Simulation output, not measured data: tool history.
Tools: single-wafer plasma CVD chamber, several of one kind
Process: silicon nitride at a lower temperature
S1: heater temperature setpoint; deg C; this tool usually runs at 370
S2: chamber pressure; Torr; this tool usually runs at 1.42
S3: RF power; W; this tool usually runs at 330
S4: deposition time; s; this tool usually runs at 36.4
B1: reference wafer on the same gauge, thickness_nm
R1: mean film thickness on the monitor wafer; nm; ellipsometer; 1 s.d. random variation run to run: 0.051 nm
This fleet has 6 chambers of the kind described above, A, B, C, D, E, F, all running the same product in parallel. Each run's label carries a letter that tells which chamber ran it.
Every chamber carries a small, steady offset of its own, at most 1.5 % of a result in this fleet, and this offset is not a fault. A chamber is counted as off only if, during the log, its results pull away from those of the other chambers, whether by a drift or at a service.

run,hour,S1,S2,S3,S4,B1,R1
1F,6,370,1.42,330,36.4,46.584,43.737
2C,16.4,370,1.42,330,36.4,46.606,43.633
3A,25.2,370,1.42,330,36.4,46.606,44.138
4E,34.2,370,1.42,330,36.4,46.62,44.237
5D,46,370,1.42,330,36.4,46.63,44.009
6B,54,370,1.42,330,36.4,46.633,43.969
7C,66.1,370,1.42,330,36.4,46.64,43.594
8E,76,370,1.42,330,36.4,46.636,44.211
# hour 77.2: chamber F: RF generator calibrated
9A,83.2,380,1.42,330,36.4,46.636,43.937
10B,92.6,380,1.42,330,36.4,46.659,43.84
11F,103.2,380,1.42,330,36.4,46.665,43.687
# hour 105.7: chamber E: thermocouple changed; heater temperature recalibrated
12D,112.3,380,1.42,330,36.4,46.658,43.919
13F,125,380,1.42,330,36.4,46.674,43.807
14E,131.7,380,1.42,330,36.4,46.675,44.124
15B,142.4,370,1.42,330,36.4,46.685,44.069
16D,151.8,370,1.42,330,36.4,46.692,44.05
17C,157.6,370,1.42,330,36.4,46.679,43.68
18A,166.3,370,1.42,330,36.4,46.695,44.223
19D,176.6,370,1.42,330,36.4,46.703,44.134
20B,185.5,382,1.42,330,36.4,46.714,43.927
21F,196.6,382,1.42,330,36.4,46.714,43.635
22C,202.4,382,1.42,330,36.4,46.718,43.476
23E,213.2,382,1.42,330,36.4,46.719,44.122
24A,225.1,382,1.42,330,36.4,46.729,44.044
25E,232.7,382,1.42,330,36.4,46.724,44.226
26F,243.5,362,1.42,330,31.5,46.736,38.099
27C,252,362,1.42,330,31.5,46.737,37.941
28B,262,362,1.42,330,31.5,46.74,38.287
29A,273.8,362,1.42,330,31.5,46.757,38.49
30D,286.1,362,1.42,330,31.5,46.767,38.504
31B,299.3,362,1.42,330,31.5,46.787,38.293
32F,307.5,370,1.42,330,36.4,46.762,43.901
33C,316.2,370,1.42,330,36.4,46.771,43.816
34D,329.2,370,1.42,330,36.4,46.785,44.259
35A,337.6,370,1.42,330,36.4,46.798,44.3
36E,348.8,370,1.42,330,36.4,46.809,44.404
37D,361.4,370,1.42,330,36.4,46.807,44.222
38A,373.8,379,1.42,330,40.2,46.825,48.725
39B,382.5,379,1.42,330,40.2,46.818,48.651

Decide between three cases: one chamber stands off from its peers, the gauge reading all wafers drifts, or nothing is wrong past each chamber's small offset. Where a chamber is off, say which and what most likely put it there.

Gauge drift. The chambers move together only on paper, and none stands off.
Cause: gauge reads high (%) = 0.479.

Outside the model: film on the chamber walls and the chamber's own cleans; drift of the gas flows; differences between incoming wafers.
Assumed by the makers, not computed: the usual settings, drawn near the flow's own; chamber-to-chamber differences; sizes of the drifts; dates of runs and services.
